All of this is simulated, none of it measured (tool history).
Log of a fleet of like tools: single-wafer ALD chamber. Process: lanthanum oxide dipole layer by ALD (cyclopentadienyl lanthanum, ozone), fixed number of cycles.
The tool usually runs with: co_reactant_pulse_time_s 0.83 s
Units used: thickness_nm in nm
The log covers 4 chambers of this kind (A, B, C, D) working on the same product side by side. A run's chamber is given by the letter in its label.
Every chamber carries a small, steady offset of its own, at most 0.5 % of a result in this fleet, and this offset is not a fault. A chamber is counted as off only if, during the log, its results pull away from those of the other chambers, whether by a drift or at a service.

run,hour,co_reactant_pulse_time_s,"read-back reference wafer on the same gauge, thickness_nm",thickness_nm
1A,3.8,0.83,0.38018,0.46982
2D,7.6,0.83,0.38007,0.46603
3C,14.3,0.83,0.38012,0.46774
4B,20.0,0.83,0.38026,0.46900
5B,28.4,0.83,0.38031,0.46755
6C,36.8,0.83,0.38037,0.46834
7A,42.0,0.83,0.38032,0.46954
# hour 46.4: chamber C: thermocouple changed; heater temperature recalibrated
8D,47.4,0.83,0.38037,0.46654
9D,54.3,0.83,0.38062,0.46597
10A,61.8,0.83,0.38054,0.46939
11B,70.0,0.83,0.38061,0.46879
12C,75.6,0.83,0.38072,0.46957
13B,80.1,0.83,0.38082,0.46877
14A,87.0,0.83,0.38072,0.46997
15D,93.1,0.83,0.38099,0.46652
16C,98.5,0.83,0.38081,0.46872
17C,106.8,1.04,0.38104,0.50750
18A,111.7,1.04,0.38098,0.50683
19B,117.6,1.04,0.38113,0.50867
20D,123.1,1.04,0.38100,0.50548
21A,131.0,0.83,0.38121,0.46995
# hour 134.0: chamber B: ozone generator serviced
22D,136.5,0.83,0.38112,0.46805
23C,142.2,0.83,0.38144,0.47020
24B,148.3,0.83,0.38132,0.47022
# hour 148.4: chamber D: ozone generator serviced
25C,155.7,0.58,0.38130,0.39763
26A,162.1,0.58,0.38145,0.40043
27B,170.4,0.58,0.38147,0.39681
28D,175.5,0.58,0.38162,0.39505
29B,180.6,0.83,0.38176,0.47038
30C,185.0,0.83,0.38168,0.47034
31D,191.9,0.83,0.38175,0.46878
32A,196.3,0.83,0.38183,0.47134
33D,201.3,0.83,0.38176,0.46811
34C,206.4,0.83,0.38174,0.47023
35B,213.8,0.83,0.38183,0.47073

Each of the 4 chambers runs these same settings next. Fill in every chamber's results:
36A,220.0,1.11,,?
36B,220.0,1.11,,?
36C,220.0,1.11,,?
36D,220.0,1.11,,?

run,thickness_nm
36A,0.51780
36B,0.51866
36C,0.51831
36D,0.51663
